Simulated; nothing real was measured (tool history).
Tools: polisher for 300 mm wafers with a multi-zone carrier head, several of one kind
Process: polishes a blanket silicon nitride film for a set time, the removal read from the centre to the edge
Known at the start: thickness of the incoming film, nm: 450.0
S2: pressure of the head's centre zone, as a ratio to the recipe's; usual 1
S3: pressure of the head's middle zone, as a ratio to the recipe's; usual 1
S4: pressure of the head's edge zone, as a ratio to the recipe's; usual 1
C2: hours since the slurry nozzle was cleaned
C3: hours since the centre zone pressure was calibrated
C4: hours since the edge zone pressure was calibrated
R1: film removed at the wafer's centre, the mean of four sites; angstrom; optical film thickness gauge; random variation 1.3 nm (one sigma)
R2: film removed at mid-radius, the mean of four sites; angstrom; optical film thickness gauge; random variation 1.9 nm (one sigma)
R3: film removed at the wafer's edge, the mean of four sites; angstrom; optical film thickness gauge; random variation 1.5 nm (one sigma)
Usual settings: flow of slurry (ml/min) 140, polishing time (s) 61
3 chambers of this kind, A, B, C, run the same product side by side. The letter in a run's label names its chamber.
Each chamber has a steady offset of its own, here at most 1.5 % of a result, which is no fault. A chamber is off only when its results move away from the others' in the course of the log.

run 1B day=0.179 | flow_of_slurry_(ml/min)=140 S2=1 S3=1 S4=1 polishing_time_(s)=61 | wafers_polished_on_this_pad=340 C2=361.5 C3=578.7 C4=84.8 | R1=1383.5 R2=1356.7 R3=1371.9
run 2A day=0.4 | flow_of_slurry_(ml/min)=140 S2=1 S3=1 S4=1 polishing_time_(s)=61 | wafers_polished_on_this_pad=364 C2=196.7 C3=856.5 C4=458.3 | R1=1370.3 R2=1404.1 R3=1340
run 3C day=0.55 | flow_of_slurry_(ml/min)=140 S2=1 S3=1 S4=1 polishing_time_(s)=61 | wafers_polished_on_this_pad=472 C2=202.4 C3=340.6 C4=1192.9 | R1=1361.8 R2=1372.3 R3=1391.7
run 4A day=0.754 | flow_of_slurry_(ml/min)=140 S2=1 S3=1 S4=1 polishing_time_(s)=61 | wafers_polished_on_this_pad=460 C2=205.2 C3=865 C4=466.8 | R1=1402.8 R2=1344.3 R3=1371.9
run 5B day=0.95 | flow_of_slurry_(ml/min)=140 S2=1 S3=1 S4=1 polishing_time_(s)=61 | wafers_polished_on_this_pad=550 C2=380 C3=597.2 C4=103.3 | R1=1382.5 R2=1385.6 R3=1354.6
run 6C day=1.175 | flow_of_slurry_(ml/min)=140 S2=1 S3=1 S4=1 polishing_time_(s)=61 | wafers_polished_on_this_pad=641 C2=217.4 C3=355.6 C4=1207.9 | R1=1373 R2=1362.4 R3=1372.6
run 7B day=1.383 | flow_of_slurry_(ml/min)=140 S2=1 S3=1 S4=1 polishing_time_(s)=61 | wafers_polished_on_this_pad=667 C2=390.4 C3=607.6 C4=113.7 | R1=1388.8 R2=1384.9 R3=1345.5
run 8C day=1.583 | flow_of_slurry_(ml/min)=140 S2=1 S3=1 S4=1 polishing_time_(s)=61 | wafers_polished_on_this_pad=752 C2=227.2 C3=365.4 C4=1217.7 | R1=1377 R2=1358.3 R3=1356.3
-- day=1.667 chamber C: worn pad replaced by a new one
run 9A day=1.804 | flow_of_slurry_(ml/min)=140 S2=1 S3=1 S4=1 polishing_time_(s)=61 | wafers_polished_on_this_pad=745 C2=230.4 C3=890.2 C4=492 | R1=1363.6 R2=1395.3 R3=1389.3
-- day=1.896 chamber B: worn pad replaced by a new one
run 10A day=1.929 | flow_of_slurry_(ml/min)=110 S2=1 S3=1 S4=1 polishing_time_(s)=61 | wafers_polished_on_this_pad=779 C2=233.4 C3=893.2 C4=495 | R1=1289.1 R2=1345.2 R3=1312.7
run 11C day=2.158 | flow_of_slurry_(ml/min)=110 S2=1 S3=1 S4=1 polishing_time_(s)=61 | wafers_polished_on_this_pad=134 C2=241 C3=379.2 C4=1231.5 | R1=1276.1 R2=1260 R3=1321.9
run 12B day=2.283 | flow_of_slurry_(ml/min)=110 S2=1 S3=1 S4=1 polishing_time_(s)=61 | wafers_polished_on_this_pad=106 C2=412 C3=629.2 C4=135.3 | R1=1292.5 R2=1314.7 R3=1296.4
run 13A day=2.471 | flow_of_slurry_(ml/min)=190 S2=1 S3=1 S4=1 polishing_time_(s)=61 | wafers_polished_on_this_pad=926 C2=246.4 C3=906.2 C4=508 | R1=1461.3 R2=1450.8 R3=1408.6
-- day=2.538 chamber A: worn pad replaced by a new one
run 14C day=2.688 | flow_of_slurry_(ml/min)=190 S2=1 S3=1 S4=1 polishing_time_(s)=61 | wafers_polished_on_this_pad=278 C2=253.7 C3=391.9 C4=1244.2 | R1=1494.6 R2=1450.9 R3=1412.2
run 15B day=2.833 | flow_of_slurry_(ml/min)=190 S2=1 S3=1 S4=1 polishing_time_(s)=61 | wafers_polished_on_this_pad=255 C2=425.2 C3=642.4 C4=148.5 | R1=1434.9 R2=1447.9 R3=1421.1
run 16A day=3.096 | flow_of_slurry_(ml/min)=140 S2=1 S3=1 S4=1.1 polishing_time_(s)=78 | wafers_polished_on_this_pad=151 C2=261.4 C3=921.2 C4=523 | R1=1751.3 R2=1742.7 R3=1849.7
run 17B day=3.338 | flow_of_slurry_(ml/min)=140 S2=1 S3=1 S4=1.1 polishing_time_(s)=78 | wafers_polished_on_this_pad=392 C2=437.3 C3=654.5 C4=160.6 | R1=1755.1 R2=1774 R3=1854.2
-- day=3.433 chamber A: edge zone pressure recalibrated
run 18C day=3.454 | flow_of_slurry_(ml/min)=140 S2=1 S3=1 S4=1.1 polishing_time_(s)=78 | wafers_polished_on_this_pad=486 C2=272.1 C3=410.3 C4=1262.6 | R1=1751.8 R2=1793.5 R3=1856.2
run 19C day=3.638 | flow_of_slurry_(ml/min)=140 S2=1 S3=1 S4=1 polishing_time_(s)=61 | wafers_polished_on_this_pad=536 C2=276.5 C3=414.7 C4=1267 | R1=1365.4 R2=1376.1 R3=1374.7
run 20A day=3.892 | flow_of_slurry_(ml/min)=140 S2=1 S3=1 S4=1 polishing_time_(s)=61 | wafers_polished_on_this_pad=368 C2=280.5 C3=940.3 C4=11 | R1=1364.3 R2=1373.7 R3=1369.2
run 21B day=4.104 | flow_of_slurry_(ml/min)=140 S2=1 S3=1 S4=1 polishing_time_(s)=61 | wafers_polished_on_this_pad=600 C2=455.7 C3=672.9 C4=179 | R1=1368.9 R2=1410.5 R3=1354.1
run 22B day=4.338 | flow_of_slurry_(ml/min)=140 S2=1 S3=1 S4=1 polishing_time_(s)=61 | wafers_polished_on_this_pad=664 C2=461.3 C3=678.5 C4=184.6 | R1=1381.5 R2=1388.2 R3=1335.5
-- day=4.392 chamber C: worn pad replaced by a new one
run 23A day=4.467 | flow_of_slurry_(ml/min)=140 S2=1 S3=1 S4=1 polishing_time_(s)=61 | wafers_polished_on_this_pad=524 C2=294.3 C3=954.1 C4=24.8 | R1=1363 R2=1340.2 R3=1348
-- day=4.554 chamber C: edge zone pressure recalibrated
run 24C day=4.642 | flow_of_slurry_(ml/min)=140 S2=1 S3=1 S4=1 polishing_time_(s)=61 | wafers_polished_on_this_pad=68 C2=300.6 C3=438.8 C4=2.1 | R1=1351.8 R2=1395.1 R3=1388.7
run 25B day=4.892 | flow_of_slurry_(ml/min)=140 S2=1 S3=1 S4=1 polishing_time_(s)=61 | wafers_polished_on_this_pad=814 C2=474.6 C3=691.8 C4=197.9 | R1=1382.8 R2=1385.2 R3=1340.7
-- day=5.088 chamber B: worn pad replaced by a new one
run 26C day=5.138 | flow_of_slurry_(ml/min)=140 S2=1 S3=1 S4=1 polishing_time_(s)=61 | wafers_polished_on_this_pad=202 C2=312.5 C3=450.7 C4=14 | R1=1381.7 R2=1388.4 R3=1396
run 27A day=5.275 | flow_of_slurry_(ml/min)=140 S2=1 S3=1 S4=1 polishing_time_(s)=61 | wafers_polished_on_this_pad=744 C2=313.7 C3=973.5 C4=44.2 | R1=1390.7 R2=1386.8 R3=1394.4
run 28C day=5.483 | flow_of_slurry_(ml/min)=140 S2=1 S3=1 S4=1 polishing_time_(s)=61 | wafers_polished_on_this_pad=296 C2=320.8 C3=459 C4=22.3 | R1=1366.3 R2=1377 R3=1392.4
-- day=5.621 chamber A: worn pad replaced by a new one
run 29B day=5.683 | flow_of_slurry_(ml/min)=140 S2=1 S3=1 S4=1 polishing_time_(s)=61 | wafers_polished_on_this_pad=162 C2=493.6 C3=710.8 C4=216.9 | R1=1390 R2=1380.2 R3=1353.3
run 30A day=5.958 | flow_of_slurry_(ml/min)=140 S2=1 S3=1.1 S4=1.07 polishing_time_(s)=61 | wafers_polished_on_this_pad=91 C2=330.1 C3=989.9 C4=60.6 | R1=1368.3 R2=1501.4 R3=1408.2
run 31C day=6.175 | flow_of_slurry_(ml/min)=140 S2=1 S3=1.1 S4=1.07 polishing_time_(s)=61 | wafers_polished_on_this_pad=484 C2=337.4 C3=475.6 C4=38.9 | R1=1382.1 R2=1484.4 R3=1431.3
run 32B day=6.421 | flow_of_slurry_(ml/min)=140 S2=1 S3=1.1 S4=1.07 polishing_time_(s)=61 | wafers_polished_on_this_pad=362 C2=511.3 C3=728.5 C4=234.6 | R1=1376.5 R2=1527.7 R3=1401
run 33A day=6.675 | flow_of_slurry_(ml/min)=140 S2=1 S3=1 S4=1 polishing_time_(s)=61 | wafers_polished_on_this_pad=286 C2=347.3 C3=1007.1 C4=77.8 | R1=1393.8 R2=1374.5 R3=1335.1
run 34A day=6.942 | flow_of_slurry_(ml/min)=140 S2=1 S3=1 S4=1 polishing_time_(s)=61 | wafers_polished_on_this_pad=359 C2=353.7 C3=1013.5 C4=84.2 | R1=1357.1 R2=1379.1 R3=1345.6
run 35B day=7.067 | flow_of_slurry_(ml/min)=140 S2=1 S3=1 S4=1 polishing_time_(s)=61 | wafers_polished_on_this_pad=538 C2=526.8 C3=744 C4=250.1 | R1=1370.9 R2=1370.5 R3=1357.9
-- day=7.15 chamber C: worn pad replaced by a new one
run 36C day=7.229 | flow_of_slurry_(ml/min)=140 S2=1 S3=1 S4=1 polishing_time_(s)=61 | wafers_polished_on_this_pad=21 C2=362.7 C3=500.9 C4=64.2 | R1=1348.4 R2=1380.2 R3=1380.6
run 37C day=7.362 | flow_of_slurry_(ml/min)=140 S2=1 S3=1 S4=1 polishing_time_(s)=61 | wafers_polished_on_this_pad=57 C2=365.9 C3=504.1 C4=67.4 | R1=1357.8 R2=1374.8 R3=1398.9
run 38A day=7.617 | flow_of_slurry_(ml/min)=140 S2=1 S3=1 S4=1 polishing_time_(s)=61 | wafers_polished_on_this_pad=542 C2=369.9 C3=1029.7 C4=100.4 | R1=1381.8 R2=1410.4 R3=1352.5
run 39B day=7.875 | flow_of_slurry_(ml/min)=180 S2=1 S3=0.94 S4=1 polishing_time_(s)=61 | wafers_polished_on_this_pad=757 C2=546.2 C3=763.4 C4=269.5 | R1=1444.6 R2=1378.1 R3=1399.9

Is one chamber off against the others, does the gauge drift, or is nothing wrong? If a chamber is off, say which, and what the likeliest cause is.

No chamber stands off beyond its own small offset, and the gauge holds steady.
